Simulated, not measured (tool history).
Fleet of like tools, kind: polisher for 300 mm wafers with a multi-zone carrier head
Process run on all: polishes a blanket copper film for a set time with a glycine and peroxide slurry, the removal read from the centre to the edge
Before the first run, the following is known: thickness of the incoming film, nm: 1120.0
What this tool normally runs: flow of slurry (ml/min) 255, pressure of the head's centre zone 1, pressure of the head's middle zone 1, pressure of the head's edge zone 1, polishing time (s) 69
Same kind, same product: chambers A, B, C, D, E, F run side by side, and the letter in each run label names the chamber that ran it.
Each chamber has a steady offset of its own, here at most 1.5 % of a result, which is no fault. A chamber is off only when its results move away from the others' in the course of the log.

run	day	flow of slurry (ml/min)	pressure of the head's centre zone	pressure of the head's middle zone	pressure of the head's edge zone	polishing time (s)	wafers polished on this pad	hours since the slurry nozzle was cleaned	hours since the centre zone pressure was calibrated	hours since the edge zone pressure was calibrated	film removed at the wafer's centre (nm)	film removed at mid-radius (nm)	film removed at the wafer's edge (nm)
1A	0.25	255	1	1	1	69	1071	90.2	368.7	154.8	330.68	330.04	329.81
# day 0.358: chamber B: worn pad replaced by a new one
2E	0.462	255	1	1	1	69	1144	84.5	850.7	751.4	327.83	322.56	328.04
3B	0.617	255	1	1	1	69	83	628.5	454.5	547.2	326.14	324.66	326.25
4D	0.833	255	1	1	1	69	1043	25	60.5	589.2	326.1	323.25	328.4
# day 0.867: chamber E: worn pad replaced by a new one
# day 0.95: chamber A: worn pad replaced by a new one
5F	1.004	255	1	1	1	69	1453	455.8	42.2	264.5	325.1	325.78	324.25
# day 1.017: chamber F: worn pad replaced by a new one
6C	1.258	255	1	1	1	69	605	328.8	71.4	44.8	329	327.99	324.14
7D	1.383	255	1	1	1	69	1218	38.2	73.7	602.4	325.4	326.19	327.59
8B	1.625	255	1	1	1	69	404	652.7	478.7	571.4	328.65	329.66	326.62
9C	1.771	255	1	1	1	69	768	341.1	83.7	57.1	335.37	327.78	325.49
# day 1.804: chamber C: worn pad replaced by a new one
10F	1.983	255	1	1	1.05	56	308	479.3	65.7	288	265.3	267.87	268.7
11A	2.183	255	1	1	1.05	56	393	136.6	415.1	201.2	272.93	271.91	274.35
# day 2.283: chamber B: slurry nozzle cleaned
# day 2.329: chamber B: edge zone pressure recalibrated
12E	2.362	255	1	1	1.05	56	476	130.1	896.3	797	267.03	265.84	271.15
13F	2.512	255	1	1	1.05	56	476	492	78.4	300.7	264.42	264.47	270.41
14E	2.704	255	1	1	1.05	56	585	138.3	904.5	805.2	269.88	267.19	269.94
15B	2.854	255	1	1	1.05	56	795	13.7	508.2	12.7	266.76	268.1	276.9
16D	3.083	255	1	1	1	69	1759	79	114.5	643.2	314.49	308.51	316.3
# day 3.096: chamber B: centre zone pressure recalibrated
17C	3.246	285	1	1	0.95	69	459	376.5	119.1	92.5	331.6	331.39	313.61
18A	3.375	285	1	1	0.95	69	772	165.2	443.7	229.8	331.59	328.35	322.3
19B	3.6	285	1	1	0.95	69	1032	31.6	12.2	30.6	331.54	334.02	326.19
20D	3.796	285	1	1	0.95	69	1986	96.1	131.6	660.3	312.56	309.41	310.31
21E	3.929	285	1	1	0.95	69	975	167.7	933.9	834.6	334.55	329.07	319.93
22C	4.046	285	1	1	0.95	69	713	395.7	138.3	111.7	338.7	331.64	313.99
23A	4.167	255	1	1	1	69	1024	184.2	462.7	248.8	329.95	331.17	326.1
# day 4.279: chamber C: worn pad replaced by a new one
# day 4.308: chamber E: worn pad replaced by a new one
24F	4.358	255	1	1	1	69	1064	536.3	122.7	345	323.38	329.74	320.01
25B	4.579	285	1	1	1	69	1344	55.1	35.7	54.1	336.9	333.02	332.18
26A	4.812	285	1	1	1	69	1230	199.7	478.2	264.3	330.93	329.02	330.9
# day 4.992: chamber A: worn pad replaced by a new one
27C	5.029	285	1	1	1	69	239	419.3	161.9	135.3	331.74	332.46	333.02
28E	5.229	285	1	1	1	69	293	198.9	965.1	865.8	332.24	330.99	329.31
# day 5.321: chamber B: worn pad replaced by a new one
29D	5.404	285	1	1	1	69	2498	134.7	170.2	698.9	302.86	301.42	308.52
30F	5.588	285	1	1	1	69	1455	565.8	152.2	374.5	325.11	326.96	327.58
# day 5.738: chamber F: worn pad replaced by a new one
31A	5.742	255	1	1	1	69	239	222	500.5	286.6	326.34	329.29	328.6
32B	5.892	255	1	1.08	1	69	182	86.6	67.2	85.6	329.65	349.77	328.76
33F	6.071	255	1	1.08	1	69	106	577.4	163.8	386.1	328.99	352.37	325.29
# day 6.238: chamber E: slurry nozzle cleaned
34D	6.312	255	1	1.08	1	69	2787	156.5	192	720.7	290.87	315.3	298.39
# day 6.358: chamber C: slurry nozzle cleaned
35C	6.55	255	1	1.08	1	69	723	4.6	198.4	171.8	332.64	351.81	319.36
36E	6.733	255	1	1.08	1	69	771	12	1001.2	901.9	327.97	353.32	323.87
# day 6.792: chamber C: worn pad replaced by a new one
37B	6.888	255	1	1.08	1	69	499	110.5	91.1	109.5	329.42	350.85	326.92
# day 6.929: chamber E: centre zone pressure recalibrated
38C	7.021	255	1	1	1	69	73	15.9	209.7	183.1	330.44	329.74	319.28
39A	7.179	255	1	1	1	69	696	256.5	535	321.1	331.76	332.05	331.32
40D	7.362	255	1	1	1	69	3121	181.7	217.2	745.9	289.74	287.91	291.88
41E	7.6	255	1	1.07	1	92	1047	32.8	16.1	922.7	442.18	461.34	431.97

Is one chamber off against the others, does the gauge drift, or is nothing wrong? If a chamber is off, say which, and what the likeliest cause is.

Little by little, chamber D moves away from the other chambers.
Likeliest cause: removal rate lost through wear of the pad, % = 12.1.

Which of the 4 candidates below, each the usual settings with something changed and its results left as question marks, puts chamber D back in line with what the other chambers give on the usual settings?
A result is in line if it is within this distance of the other chambers' mean on the usual settings: film removed at the wafer's centre (nm) 12; film removed at mid-radius (nm) 9.5; film removed at the wafer's edge (nm) 11
42D-1	7.783	265	1.03	1.04	0.98	84					?	?	?
42D-2	7.783	250	0.99	0.98	1.01	61					?	?	?
42D-3	7.783	260	1.01	1.02	0.99	77					?	?	?
42D-4	7.783	245	0.97	0.96	1.02	57					?	?	?

The mean the other chambers reach with the usual settings: film removed at the wafer's centre (nm) 328.66; film removed at mid-radius (nm) 328; film removed at the wafer's edge (nm) 326.37
run	film removed at the wafer's centre (nm)	film removed at mid-radius (nm)	film removed at the wafer's edge (nm)
42D-1	358.96	363.29	353.49
42D-2	247.69	248.04	259.68
42D-3	321.27	326.39	325.31
42D-4	225.7	226.87	243.53
Change 42D-3 lands the chamber within the allowed miss of the other chambers.
